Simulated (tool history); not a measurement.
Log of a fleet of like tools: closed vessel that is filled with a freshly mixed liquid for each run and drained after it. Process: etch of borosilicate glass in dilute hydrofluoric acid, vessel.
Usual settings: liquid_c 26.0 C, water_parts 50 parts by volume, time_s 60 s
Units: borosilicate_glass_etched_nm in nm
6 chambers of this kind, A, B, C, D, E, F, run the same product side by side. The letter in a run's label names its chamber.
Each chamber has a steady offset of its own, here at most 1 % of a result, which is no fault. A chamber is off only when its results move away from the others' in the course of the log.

| run | hour | liquid_c | water_parts | time_s | read-back film thickness of the borosilicate glass reference wafer, read on the same gauge (nm) | borosilicate_glass_etched_nm |
|---|---|---|---|---|---|---|
| 1D | 9.1 | 26.0 | 50 | 60 | 110.00 | 57.202 |
| 2F | 14.8 | 26.0 | 50 | 60 | 110.01 | 56.683 |
| 3E | 22.0 | 26.0 | 50 | 60 | 109.99 | 57.443 |
| 4C | 32.4 | 26.0 | 50 | 60 | 109.98 | 56.690 |
| 5A | 41.4 | 26.0 | 50 | 60 | 110.00 | 56.987 |
| 6B | 50.5 | 26.0 | 50 | 60 | 110.04 | 57.118 |
| 7C | 58.1 | 26.0 | 50 | 60 | 109.97 | 56.515 |
| 8A | 63.6 | 26.0 | 50 | 60 | 110.04 | 57.109 |
| 9F | 68.3 | 26.0 | 50 | 60 | 109.97 | 56.446 |
| 10B | 73.3 | 26.0 | 50 | 60 | 110.02 | 57.201 |
| 11D | 82.3 | 26.0 | 50 | 60 | 110.00 | 56.809 |
| 12E | 89.6 | 26.0 | 50 | 60 | 110.01 | 57.448 |
| 13B | 94.7 | 26.0 | 50 | 60 | 110.00 | 57.554 |
| 14C | 103.8 | 26.0 | 50 | 60 | 109.96 | 56.681 |
| 15D | 113.0 | 26.0 | 50 | 60 | 110.03 | 57.609 |
| 16F | 120.9 | 21.5 | 50 | 85 | 110.05 | 66.899 |
| 17A | 129.1 | 21.5 | 50 | 85 | 110.00 | 67.117 |
| 18E | 137.3 | 21.5 | 50 | 85 | 110.01 | 67.413 |
| 19C | 144.6 | 21.5 | 50 | 85 | 109.98 | 66.691 |
| 20B | 152.5 | 21.5 | 50 | 85 | 110.04 | 66.845 |
| 21D | 158.1 | 21.5 | 50 | 85 | 110.00 | 67.423 |
| 22F | 167.1 | 26.0 | 50 | 60 | 109.99 | 56.747 |
| 23A | 175.5 | 26.0 | 50 | 60 | 110.01 | 57.473 |
| 24E | 181.6 | 26.0 | 50 | 60 | 109.97 | 57.265 |
| 25A | 188.6 | 26.0 | 50 | 60 | 110.01 | 57.656 |
| 26D | 193.6 | 26.0 | 50 | 60 | 110.04 | 57.365 |
| 27F | 203.5 | 26.0 | 50 | 60 | 109.98 | 57.024 |
| 28C | 208.3 | 27.5 | 50 | 35 | 110.00 | 35.404 |
| 29B | 213.0 | 27.5 | 50 | 35 | 110.04 | 35.748 |
| 30E | 223.1 | 27.5 | 50 | 35 | 110.00 | 35.464 |
| 31A | 230.8 | 27.5 | 50 | 35 | 110.01 | 35.563 |
| 32B | 235.5 | 27.5 | 50 | 35 | 110.02 | 35.382 |
| 33F | 245.0 | 27.5 | 50 | 35 | 109.98 | 35.322 |
| 34D | 254.5 | 26.0 | 50 | 60 | 109.97 | 57.619 |
| 35E | 262.3 | 26.0 | 50 | 60 | 110.02 | 57.145 |
| 36C | 269.4 | 26.0 | 50 | 60 | 109.99 | 56.963 |
|  | 277.4 | chamber B: thermometer replaced |
| 37A | 277.4 | 23.5 | 75 | 60 | 109.99 | 33.626 |
| 38B | 283.6 | 23.5 | 75 | 60 | 110.02 | 33.227 |
|  | 286.8 | chamber F: hydrofluoric acid flow meter replaced |
| 39D | 291.6 | 23.5 | 75 | 60 | 110.03 | 33.361 |
| 40C | 300.4 | 23.5 | 75 | 60 | 110.00 | 32.850 |
| 41E | 306.9 | 23.5 | 75 | 60 | 110.03 | 33.406 |
| 42F | 316.2 | 23.5 | 75 | 60 | 110.00 | 33.263 |
| 43D | 322.8 | 29.5 | 50 | 60 | 109.98 | 66.460 |
| 44A | 331.0 | 29.5 | 50 | 60 | 109.97 | 66.082 |

What goes on in this fleet: one chamber off, a drifting gauge, or nothing beyond the chambers' own small offsets? Name the chamber and the cause, if any.

No chamber stands off beyond its own small offset, and the gauge holds steady.
